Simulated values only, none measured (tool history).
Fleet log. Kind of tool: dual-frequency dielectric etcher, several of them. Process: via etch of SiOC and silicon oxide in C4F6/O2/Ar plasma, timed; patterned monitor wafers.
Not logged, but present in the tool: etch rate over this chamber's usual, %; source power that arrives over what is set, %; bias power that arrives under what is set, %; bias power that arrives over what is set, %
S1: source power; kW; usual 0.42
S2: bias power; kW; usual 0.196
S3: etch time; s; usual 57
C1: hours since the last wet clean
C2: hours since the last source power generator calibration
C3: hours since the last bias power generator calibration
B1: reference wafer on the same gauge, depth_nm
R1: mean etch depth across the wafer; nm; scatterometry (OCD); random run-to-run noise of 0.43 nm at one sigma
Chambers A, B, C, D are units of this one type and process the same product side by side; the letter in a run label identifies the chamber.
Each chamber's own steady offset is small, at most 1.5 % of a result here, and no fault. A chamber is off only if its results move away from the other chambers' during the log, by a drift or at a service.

| run | hour | S1 | S2 | S3 | C1 | C2 | C3 | B1 | R1 |
|---|---|---|---|---|---|---|---|---|---|
| 1C | 10.4 | 0.42 | 0.196 | 57 | 364.9 | 745.3 | 528.4 | 73.468 | 66.13 |
| 2B | 16.8 | 0.42 | 0.196 | 57 | 478.2 | 3741.1 | 834 | 73.649 | 66.937 |
| 3D | 25.6 | 0.42 | 0.196 | 57 | 164.4 | 977.5 | 1309.5 | 73.481 | 67.771 |
| 4A | 35.2 | 0.42 | 0.196 | 57 | 73 | 1905.7 | 3328.7 | 73.57 | 67.553 |
| 5A | 46.7 | 0.42 | 0.196 | 57 | 84.5 | 1917.2 | 3340.2 | 73.43 | 68.084 |
| 6D | 60.2 | 0.42 | 0.196 | 57 | 199 | 1012.1 | 1344.1 | 73.406 | 68.283 |
| 7C | 69.6 | 0.42 | 0.196 | 57 | 424.1 | 804.5 | 587.6 | 73.508 | 66.723 |
| 8B | 80.8 | 0.42 | 0.196 | 57 | 542.2 | 3805.1 | 898 | 73.36 | 66.371 |
| 9C | 91.8 | 0.42 | 0.196 | 57 | 446.3 | 826.7 | 609.8 | 73.426 | 66.481 |
| 10D | 103.5 | 0.42 | 0.196 | 57 | 242.3 | 1055.4 | 1387.4 | 73.493 | 68.38 |
| 11B | 112 | 0.49 | 0.196 | 62.5 | 573.4 | 3836.3 | 929.2 | 73.502 | 77.929 |
| 12A | 125.2 | 0.49 | 0.196 | 62.5 | 163 | 1995.7 | 3418.7 | 73.537 | 78.854 |
| 13D | 136.9 | 0.49 | 0.196 | 62.5 | 275.7 | 1088.8 | 1420.8 | 73.518 | 78.421 |
|  | 138.4 | chamber C: wet clean of the chamber |
| 14A | 149.1 | 0.49 | 0.196 | 62.5 | 186.9 | 2019.6 | 3442.6 | 73.364 | 79.004 |
| 15C | 156.5 | 0.38 | 0.196 | 57 | 18.1 | 891.4 | 674.5 | 73.518 | 68.179 |
| 16B | 165 | 0.38 | 0.196 | 57 | 626.4 | 3889.3 | 982.2 | 73.519 | 63.546 |
|  | 173 | chamber B: wet clean of the chamber |
| 17C | 175.2 | 0.38 | 0.196 | 57 | 36.8 | 910.1 | 693.2 | 73.48 | 67.136 |
| 18A | 188.9 | 0.38 | 0.196 | 57 | 226.7 | 2059.4 | 3482.4 | 73.508 | 64.862 |
| 19B | 202.2 | 0.42 | 0.196 | 57 | 29.2 | 3926.5 | 1019.4 | 73.439 | 66.482 |
| 20D | 215.4 | 0.42 | 0.196 | 57 | 354.2 | 1167.3 | 1499.3 | 73.546 | 67.364 |
| 21B | 226.5 | 0.42 | 0.196 | 57 | 53.5 | 3950.8 | 1043.7 | 73.443 | 66.776 |
| 22D | 237.7 | 0.42 | 0.196 | 57 | 376.5 | 1189.6 | 1521.6 | 73.409 | 67.899 |
| 23C | 244 | 0.42 | 0.196 | 57 | 105.6 | 978.9 | 762 | 73.486 | 70.191 |
| 24A | 252.6 | 0.42 | 0.196 | 57 | 290.4 | 2123.1 | 3546.1 | 73.403 | 67.195 |
| 25B | 262.1 | 0.42 | 0.196 | 57 | 89.1 | 3986.4 | 1079.3 | 73.433 | 66.979 |
| 26C | 275.7 | 0.42 | 0.196 | 57 | 137.3 | 1010.6 | 793.7 | 73.453 | 70.411 |
| 27D | 285.1 | 0.42 | 0.196 | 57 | 423.9 | 1237 | 1569 | 73.555 | 67.827 |
|  | 292.7 | chamber D: wet clean of the chamber |
| 28A | 297 | 0.42 | 0.196 | 57 | 334.8 | 2167.5 | 3590.5 | 73.527 | 67.552 |
| 29A | 310.1 | 0.42 | 0.196 | 57 | 347.9 | 2180.6 | 3603.6 | 73.431 | 67.95 |
| 30B | 322.4 | 0.42 | 0.196 | 57 | 149.4 | 4046.7 | 1139.6 | 73.487 | 66.92 |
| 31D | 331.1 | 0.33 | 0.196 | 47.5 | 38.5 | 1283 | 1615 | 73.506 | 51.344 |
|  | 336.2 | chamber A: wet clean of the chamber |
| 32C | 344.1 | 0.33 | 0.196 | 47.5 | 205.7 | 1079 | 862.1 | 73.535 | 53.028 |
| 33A | 350.9 | 0.33 | 0.196 | 47.5 | 14.8 | 2221.4 | 3644.4 | 73.412 | 51.255 |

Predict what each chamber gives when all 4 of them run the settings below next.
| 34A | 361 | 0.33 | 0.196 | 57 |  |  |  |  | ? |
| 34B | 361 | 0.33 | 0.196 | 57 |  |  |  |  | ? |
| 34C | 361 | 0.33 | 0.196 | 57 |  |  |  |  | ? |
| 34D | 361 | 0.33 | 0.196 | 57 |  |  |  |  | ? |

| run | R1 |
|---|---|
| 34A | 61.497 |
| 34B | 61.175 |
| 34C | 63.752 |
| 34D | 62.025 |

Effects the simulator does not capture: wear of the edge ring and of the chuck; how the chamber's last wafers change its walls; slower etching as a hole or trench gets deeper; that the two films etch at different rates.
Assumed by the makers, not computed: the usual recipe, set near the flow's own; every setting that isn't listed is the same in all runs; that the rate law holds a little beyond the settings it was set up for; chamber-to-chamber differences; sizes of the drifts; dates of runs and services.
